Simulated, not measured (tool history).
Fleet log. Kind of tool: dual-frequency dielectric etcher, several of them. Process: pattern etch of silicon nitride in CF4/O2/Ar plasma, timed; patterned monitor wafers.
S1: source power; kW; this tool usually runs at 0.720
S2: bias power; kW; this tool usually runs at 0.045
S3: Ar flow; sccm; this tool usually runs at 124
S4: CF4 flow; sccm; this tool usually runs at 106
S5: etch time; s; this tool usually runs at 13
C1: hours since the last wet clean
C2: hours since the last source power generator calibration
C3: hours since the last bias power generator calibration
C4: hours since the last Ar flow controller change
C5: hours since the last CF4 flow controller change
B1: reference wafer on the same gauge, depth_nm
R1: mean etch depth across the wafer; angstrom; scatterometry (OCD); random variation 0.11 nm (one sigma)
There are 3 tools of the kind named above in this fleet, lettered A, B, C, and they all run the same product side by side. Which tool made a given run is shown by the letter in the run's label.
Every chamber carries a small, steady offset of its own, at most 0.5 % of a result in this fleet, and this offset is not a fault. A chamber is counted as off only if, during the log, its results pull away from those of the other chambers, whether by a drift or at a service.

run,hour,S1,S2,S3,S4,S5,C1,C2,C3,C4,C5,B1,R1
1A,6.3,0.720,0.045,124,106,13,338.4,947.4,1775.5,407.8,3229.9,25.986,318.89
2B,14.5,0.720,0.045,124,106,13,38.0,74.7,422.9,2180.6,1167.0,25.997,318.47
3C,20.0,0.720,0.045,124,106,13,414.7,232.8,3437.0,3791.7,698.1,26.008,319.55
4A,24.8,0.720,0.045,124,106,13,356.9,965.9,1794.0,426.3,3248.4,26.008,320.13
5B,33.8,0.720,0.045,124,106,13,57.3,94.0,442.2,2199.9,1186.3,26.006,316.91
6C,39.2,0.720,0.045,124,106,13,433.9,252.0,3456.2,3810.9,717.3,26.003,320.42
7A,43.7,0.720,0.045,124,106,11,375.8,984.8,1812.9,445.2,3267.3,26.019,271.41
8B,52.1,0.720,0.045,124,106,11,75.6,112.3,460.5,2218.2,1204.6,26.029,269.98
9C,57.8,0.720,0.045,124,106,11,452.5,270.6,3474.8,3829.5,735.9,26.014,271.10
10A,67.4,0.720,0.045,124,106,13,399.5,1008.5,1836.6,468.9,3291.0,26.010,317.83
11C,72.9,0.720,0.045,124,106,13,467.6,285.7,3489.9,3844.6,751.0,25.997,319.90
12B,82.1,0.880,0.045,124,106,13,105.6,142.3,490.5,2248.2,1234.6,25.989,378.52
13C,86.4,0.880,0.045,124,106,13,481.1,299.2,3503.4,3858.1,764.5,25.991,380.56
14A,92.0,0.880,0.045,124,106,13,424.1,1033.1,1861.2,493.5,3315.6,25.986,381.56
# hour 96.2: chamber A: wet clean of the chamber
15B,97.7,0.720,0.045,124,106,13,121.2,157.9,506.1,2263.8,1250.2,26.010,319.86
16A,106.7,0.720,0.045,124,106,13,10.5,1047.8,1875.9,508.2,3330.3,25.996,319.14
17C,112.9,0.720,0.045,124,106,13,507.6,325.7,3529.9,3884.6,791.0,25.992,319.71
18B,120.3,0.720,0.045,124,106,13,143.8,180.5,528.7,2286.4,1272.8,25.996,318.56
19A,128.2,0.720,0.045,124,95,11,32.0,1069.3,1897.4,529.7,3351.8,26.003,265.53
20B,136.8,0.720,0.045,124,95,11,160.3,197.0,545.2,2302.9,1289.3,26.001,265.26

For the next run the whole fleet of 3 chambers uses the same settings. Give each chamber's results:
21A,144.0,0.720,0.045,124,131,13,,,,,,,?
21B,144.0,0.720,0.045,124,131,13,,,,,,,?
21C,144.0,0.720,0.045,124,131,13,,,,,,,?

run,R1
21A,327.89
21B,328.34
21C,328.71

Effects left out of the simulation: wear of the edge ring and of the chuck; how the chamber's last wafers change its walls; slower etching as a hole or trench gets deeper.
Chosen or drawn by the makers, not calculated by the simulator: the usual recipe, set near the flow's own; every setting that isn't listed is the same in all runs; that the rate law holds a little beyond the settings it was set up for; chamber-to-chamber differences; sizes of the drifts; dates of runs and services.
